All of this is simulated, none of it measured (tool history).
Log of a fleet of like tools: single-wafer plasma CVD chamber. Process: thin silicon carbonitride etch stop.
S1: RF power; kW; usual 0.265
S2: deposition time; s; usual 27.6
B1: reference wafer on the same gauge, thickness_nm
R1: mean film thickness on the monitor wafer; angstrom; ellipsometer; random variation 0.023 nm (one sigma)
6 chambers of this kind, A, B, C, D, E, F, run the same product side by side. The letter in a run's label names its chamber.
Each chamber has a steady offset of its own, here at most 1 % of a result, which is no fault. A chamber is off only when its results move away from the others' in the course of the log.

run 1A day=0.288 | S1=0.265 S2=27.6 | B1=18.003 | R1=171.04
run 2C day=0.746 | S1=0.265 S2=27.6 | B1=17.994 | R1=170.37
run 3F day=1.054 | S1=0.265 S2=27.6 | B1=17.994 | R1=171.12
run 4E day=1.45 | S1=0.265 S2=27.6 | B1=17.99 | R1=171.07
run 5D day=1.762 | S1=0.265 S2=27.6 | B1=17.982 | R1=170.45
run 6B day=2.262 | S1=0.31 S2=22.9 | B1=17.985 | R1=147.75
run 7E day=2.583 | S1=0.31 S2=22.9 | B1=17.977 | R1=148.47
run 8D day=2.983 | S1=0.31 S2=22.9 | B1=17.982 | R1=147.97
run 9B day=3.379 | S1=0.31 S2=22.9 | B1=17.981 | R1=148.2
run 10A day=3.704 | S1=0.31 S2=22.9 | B1=17.979 | R1=148.51
run 11F day=4.221 | S1=0.31 S2=22.9 | B1=17.971 | R1=148.35
run 12C day=4.517 | S1=0.265 S2=25.7 | B1=17.977 | R1=158.47
run 13C day=4.85 | S1=0.265 S2=25.7 | B1=17.975 | R1=157.83
run 14A day=5.271 | S1=0.265 S2=25.7 | B1=17.963 | R1=158.64
run 15B day=5.712 | S1=0.265 S2=25.7 | B1=17.965 | R1=158.16
run 16E day=6.021 | S1=0.265 S2=25.7 | B1=17.964 | R1=159.06
run 17D day=6.462 | S1=0.265 S2=25.7 | B1=17.959 | R1=158.42
run 18F day=6.888 | S1=0.295 S2=22.4 | B1=17.965 | R1=143.04
run 19B day=7.288 | S1=0.295 S2=22.4 | B1=17.957 | R1=141.89
run 20E day=7.546 | S1=0.295 S2=22.4 | B1=17.957 | R1=142.95
run 21C day=8 | S1=0.295 S2=22.4 | B1=17.95 | R1=142.4
run 22D day=8.488 | S1=0.295 S2=22.4 | B1=17.955 | R1=142.52
run 23F day=8.883 | S1=0.295 S2=22.4 | B1=17.941 | R1=142.76
run 24A day=9.317 | S1=0.265 S2=30.6 | B1=17.942 | R1=189.27
run 25D day=9.608 | S1=0.265 S2=30.6 | B1=17.946 | R1=188.34
run 26B day=9.883 | S1=0.265 S2=30.6 | B1=17.943 | R1=188.51
run 27A day=10.362 | S1=0.265 S2=30.6 | B1=17.938 | R1=188.85
run 28F day=10.817 | S1=0.265 S2=30.6 | B1=17.938 | R1=188.72
run 29E day=11.329 | S1=0.265 S2=30.6 | B1=17.93 | R1=189.47
run 30C day=11.662 | S1=0.265 S2=27.6 | B1=17.927 | R1=169.37
run 31A day=12.162 | S1=0.265 S2=27.6 | B1=17.924 | R1=169.99
run 32C day=12.512 | S1=0.265 S2=27.6 | B1=17.918 | R1=169.19
run 33D day=12.95 | S1=0.265 S2=27.6 | B1=17.918 | R1=170.1
run 34F day=13.408 | S1=0.265 S2=27.6 | B1=17.913 | R1=170.42
run 35E day=13.721 | S1=0.245 S2=31.4 | B1=17.915 | R1=189.53
run 36B day=13.992 | S1=0.245 S2=31.4 | B1=17.912 | R1=188.06
run 37A day=14.233 | S1=0.245 S2=31.4 | B1=17.911 | R1=189.11
run 38E day=14.638 | S1=0.245 S2=31.4 | B1=17.908 | R1=189.13
run 39B day=15.117 | S1=0.245 S2=31.4 | B1=17.908 | R1=188.16
run 40D day=15.346 | S1=0.245 S2=31.4 | B1=17.905 | R1=189.27

All 6 chambers run these settings next. Forecast each chamber's results:
run 41A day=15.717 | S1=0.265 S2=27.6 | R1=?
run 41B day=15.717 | S1=0.265 S2=27.6 | R1=?
run 41C day=15.717 | S1=0.265 S2=27.6 | R1=?
run 41D day=15.717 | S1=0.265 S2=27.6 | R1=?
run 41E day=15.717 | S1=0.265 S2=27.6 | R1=?
run 41F day=15.717 | S1=0.265 S2=27.6 | R1=?

run=41A R1=170.05
run=41B R1=169.14
run=41C R1=169.52
run=41D R1=169.96
run=41E R1=170.2
run=41F R1=170.16

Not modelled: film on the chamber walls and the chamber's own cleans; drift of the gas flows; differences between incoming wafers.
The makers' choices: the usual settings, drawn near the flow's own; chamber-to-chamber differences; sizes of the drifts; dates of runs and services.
